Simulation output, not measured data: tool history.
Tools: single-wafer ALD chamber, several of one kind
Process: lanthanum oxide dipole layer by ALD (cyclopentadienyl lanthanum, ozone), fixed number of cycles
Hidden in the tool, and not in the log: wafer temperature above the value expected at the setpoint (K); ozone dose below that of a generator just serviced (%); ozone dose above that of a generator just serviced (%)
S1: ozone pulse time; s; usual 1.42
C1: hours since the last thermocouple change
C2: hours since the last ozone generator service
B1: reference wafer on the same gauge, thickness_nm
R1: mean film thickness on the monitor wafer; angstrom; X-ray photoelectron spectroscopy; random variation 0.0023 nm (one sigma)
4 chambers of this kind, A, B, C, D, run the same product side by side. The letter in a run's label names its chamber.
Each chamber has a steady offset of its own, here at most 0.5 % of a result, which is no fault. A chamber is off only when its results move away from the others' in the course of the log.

run	hour	S1	C1	C2	B1	R1
1C	2.3	1.42	2198.2	409.2	0.43704	5.4479
2A	4.6	1.42	1450.6	720	0.43707	5.4726
3B	7.5	1.42	324	1019.1	0.43701	5.4231
4D	11.1	1.42	221.1	405.3	0.43726	5.4906
5C	13.3	1.69	2209.2	420.2	0.43725	5.5948
6A	17	1.69	1463	732.4	0.43689	5.6274
7D	21.2	1.69	231.2	415.4	0.43717	5.5606
8B	24	1.69	340.5	1035.6	0.43733	5.5369
9A	26	1.42	1472	741.4	0.43701	5.4671
10B	29.6	1.42	346.1	1041.2	0.43674	5.4435
11D	32.2	1.42	242.2	426.4	0.43706	5.4482
12C	35.8	1.42	2231.7	442.7	0.43721	5.4276
13B	40.1	1.42	356.6	1051.7	0.43659	5.4499
14C	44.7	1.42	2240.6	451.6	0.43711	5.4985
15A	47	1.42	1493	762.4	0.43666	5.4573
16D	49.7	1.42	259.7	443.9	0.43726	5.4849
17B	52.6	1.42	369.1	1064.2	0.43707	5.4286
18A	55.1	1.42	1501.1	770.5	0.4368	5.3967
19D	58	1.42	268	452.2	0.43671	5.4355
20C	62.3	1.42	2258.2	469.2	0.43716	5.4762
21B	64.8	1.42	381.3	1076.4	0.43665	5.4443
22A	69.2	1.42	1515.2	784.6	0.43729	5.4287
23C	71.6	1.42	2267.5	478.5	0.43709	5.4794
24D	74.7	1.42	284.7	468.9	0.43657	5.471
25C	78.5	1.42	2274.4	485.4	0.43705	5.4454
26B	81.6	1.42	398.1	1093.2	0.43688	5.4647
27D	84	1.42	294	478.2	0.43692	5.4551
28A	87.8	1.42	1533.8	803.2	0.43715	5.4641
29C	90.2	1.42	2286.1	497.1	0.43669	5.4445
30A	93.6	1.42	1539.6	809	0.43756	5.482
31D	96.2	1.42	306.2	490.4	0.43721	5.4494
32B	100.3	1.42	416.8	1111.9	0.43689	5.4206
33B	103.7	1.42	420.2	1115.3	0.43682	5.4067
34A	107.4	1.42	1553.4	822.8	0.43665	5.4145
35D	109.4	1.42	319.4	503.6	0.43745	5.4309
36C	112.8	1.06	2308.7	519.7	0.43725	5.1089
37D	115.9	1.06	325.9	510.1	0.43714	5.0525
38B	118.8	1.06	435.3	1130.4	0.43665	5.0934

Next, every chamber runs the same settings. What will each give?
39A	122.1	1.42				?
39B	122.1	1.42				?
39C	122.1	1.42				?
39D	122.1	1.42				?

run	R1
39A	5.4523
39B	5.4277
39C	5.4312
39D	5.4709

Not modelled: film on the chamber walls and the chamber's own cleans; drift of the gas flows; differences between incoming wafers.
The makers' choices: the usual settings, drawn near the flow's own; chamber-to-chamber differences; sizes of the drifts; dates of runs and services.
